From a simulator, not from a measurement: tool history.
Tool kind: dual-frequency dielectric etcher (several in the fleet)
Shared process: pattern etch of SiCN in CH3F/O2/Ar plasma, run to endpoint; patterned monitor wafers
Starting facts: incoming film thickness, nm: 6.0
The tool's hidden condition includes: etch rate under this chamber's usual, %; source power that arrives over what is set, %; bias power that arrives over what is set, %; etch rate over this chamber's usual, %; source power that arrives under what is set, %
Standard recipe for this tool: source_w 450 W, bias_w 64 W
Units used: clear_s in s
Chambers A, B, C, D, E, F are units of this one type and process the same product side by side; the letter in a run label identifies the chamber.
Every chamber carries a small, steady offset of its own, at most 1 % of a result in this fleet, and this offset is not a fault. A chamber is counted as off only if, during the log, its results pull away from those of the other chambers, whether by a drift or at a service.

| run | day | source_w | bias_w | hours since the last wet clean | hours since the last source power generator calibration | hours since the last bias power generator calibration | clear_s |
|---|---|---|---|---|---|---|---|
|  | 0.071 | chamber E: source power generator calibrated |
| 1F | 0.250 | 450 | 64 | 361.3 | 528.5 | 2049.6 | 16.062 |
| 2A | 0.517 | 450 | 64 | 401.0 | 1162.7 | 1761.5 | 15.918 |
| 3E | 0.729 | 450 | 64 | 480.5 | 15.9 | 673.1 | 16.034 |
| 4D | 0.871 | 450 | 64 | 486.9 | 4447.5 | 2314.8 | 15.856 |
| 5C | 1.104 | 450 | 64 | 547.9 | 772.2 | 1382.9 | 15.873 |
| 6B | 1.279 | 450 | 64 | 348.6 | 159.4 | 279.5 | 16.044 |
| 7F | 1.404 | 450 | 64 | 389.0 | 556.2 | 2077.3 | 15.961 |
|  | 1.629 | chamber A: bias power generator calibrated |
| 8B | 1.683 | 450 | 64 | 358.3 | 169.1 | 289.2 | 16.122 |
| 9D | 1.821 | 410 | 64 | 509.7 | 4470.3 | 2337.6 | 16.545 |
| 10C | 2.004 | 410 | 64 | 569.5 | 793.8 | 1404.5 | 16.457 |
| 11A | 2.242 | 410 | 64 | 442.4 | 1204.1 | 14.8 | 16.515 |
| 12E | 2.404 | 410 | 64 | 520.7 | 56.1 | 713.3 | 16.519 |
| 13F | 2.538 | 410 | 64 | 416.2 | 583.4 | 2104.5 | 16.570 |
| 14D | 2.708 | 410 | 64 | 531.0 | 4491.6 | 2358.9 | 16.452 |
| 15E | 2.983 | 530 | 78 | 534.6 | 70.0 | 727.2 | 14.081 |
| 16B | 3.154 | 530 | 78 | 393.6 | 204.4 | 324.5 | 14.118 |
|  | 3.279 | chamber A: wet clean of the chamber |
| 17A | 3.367 | 530 | 78 | 2.1 | 1231.1 | 41.8 | 14.433 |
| 18C | 3.550 | 530 | 78 | 606.6 | 830.9 | 1441.6 | 13.917 |
| 19C | 3.788 | 530 | 78 | 612.3 | 836.6 | 1447.3 | 13.909 |
|  | 3.879 | chamber B: wet clean of the chamber |
| 20D | 4.038 | 530 | 78 | 562.9 | 4523.5 | 2390.8 | 13.966 |
| 21A | 4.283 | 450 | 64 | 24.1 | 1253.1 | 63.8 | 16.410 |
| 22E | 4.417 | 450 | 64 | 569.0 | 104.4 | 761.6 | 16.010 |
| 23F | 4.596 | 450 | 64 | 465.6 | 632.8 | 2153.9 | 15.877 |
| 24B | 4.779 | 560 | 59 | 21.7 | 243.4 | 363.5 | 15.191 |
| 25F | 4.946 | 560 | 59 | 474.0 | 641.2 | 2162.3 | 15.160 |
| 26A | 5.133 | 560 | 59 | 44.5 | 1273.5 | 84.2 | 15.473 |
| 27C | 5.338 | 560 | 59 | 649.5 | 873.8 | 1484.5 | 15.042 |
| 28D | 5.488 | 560 | 59 | 597.7 | 4558.3 | 2425.6 | 15.026 |
|  | 5.533 | chamber C: wet clean of the chamber |
| 29B | 5.658 | 560 | 59 | 42.8 | 264.5 | 384.6 | 15.176 |
| 30E | 5.821 | 450 | 64 | 602.7 | 138.1 | 795.3 | 16.022 |
| 31D | 5.954 | 450 | 64 | 608.9 | 4569.5 | 2436.8 | 15.964 |
| 32B | 6.179 | 450 | 64 | 55.3 | 277.0 | 397.1 | 16.080 |
| 33E | 6.354 | 450 | 64 | 615.5 | 150.9 | 808.1 | 16.079 |
| 34C | 6.612 | 450 | 64 | 26.0 | 904.4 | 1515.1 | 15.877 |
| 35A | 6.750 | 450 | 64 | 83.3 | 1312.3 | 123.0 | 16.366 |
| 36F | 6.892 | 450 | 79 | 520.7 | 687.9 | 2209.0 | 14.881 |
| 37B | 7.088 | 450 | 79 | 77.1 | 298.8 | 418.9 | 14.889 |
| 38A | 7.288 | 450 | 79 | 96.2 | 1325.2 | 135.9 | 15.227 |

One chamber off, gauge drift, or nothing amiss beyond the chambers' own small offsets? If it is a chamber, which one, and what is the likeliest cause?

After it was serviced, chamber A no longer matches the other chambers.
Most likely cause: etch rate under this chamber's usual, % = 3.02.

Here are 4 candidates for chamber A's next run, each the usual settings with a change, their results left as question marks. Which one brings its results back in line with what the others give on the usual settings?
Counts as in line when no further than this from what the other chambers average on the usual settings: clear_s 0.170 s
| 39A-1 | 7.488 | 430 | 62 |  |  |  | ? |
| 39A-2 | 7.488 | 460 | 64 |  |  |  | ? |
| 39A-3 | 7.488 | 440 | 64 |  |  |  | ? |
| 39A-4 | 7.488 | 470 | 66 |  |  |  | ? |

Mean of the other chambers on the usual settings: clear_s 15.981 s
| run | clear_s |
|---|---|
| 39A-1 | 16.921 |
| 39A-2 | 16.309 |
| 39A-3 | 16.591 |
| 39A-4 | 16.005 |
The answer is 39A-4, which returns the chamber to within the allowed miss of the others.

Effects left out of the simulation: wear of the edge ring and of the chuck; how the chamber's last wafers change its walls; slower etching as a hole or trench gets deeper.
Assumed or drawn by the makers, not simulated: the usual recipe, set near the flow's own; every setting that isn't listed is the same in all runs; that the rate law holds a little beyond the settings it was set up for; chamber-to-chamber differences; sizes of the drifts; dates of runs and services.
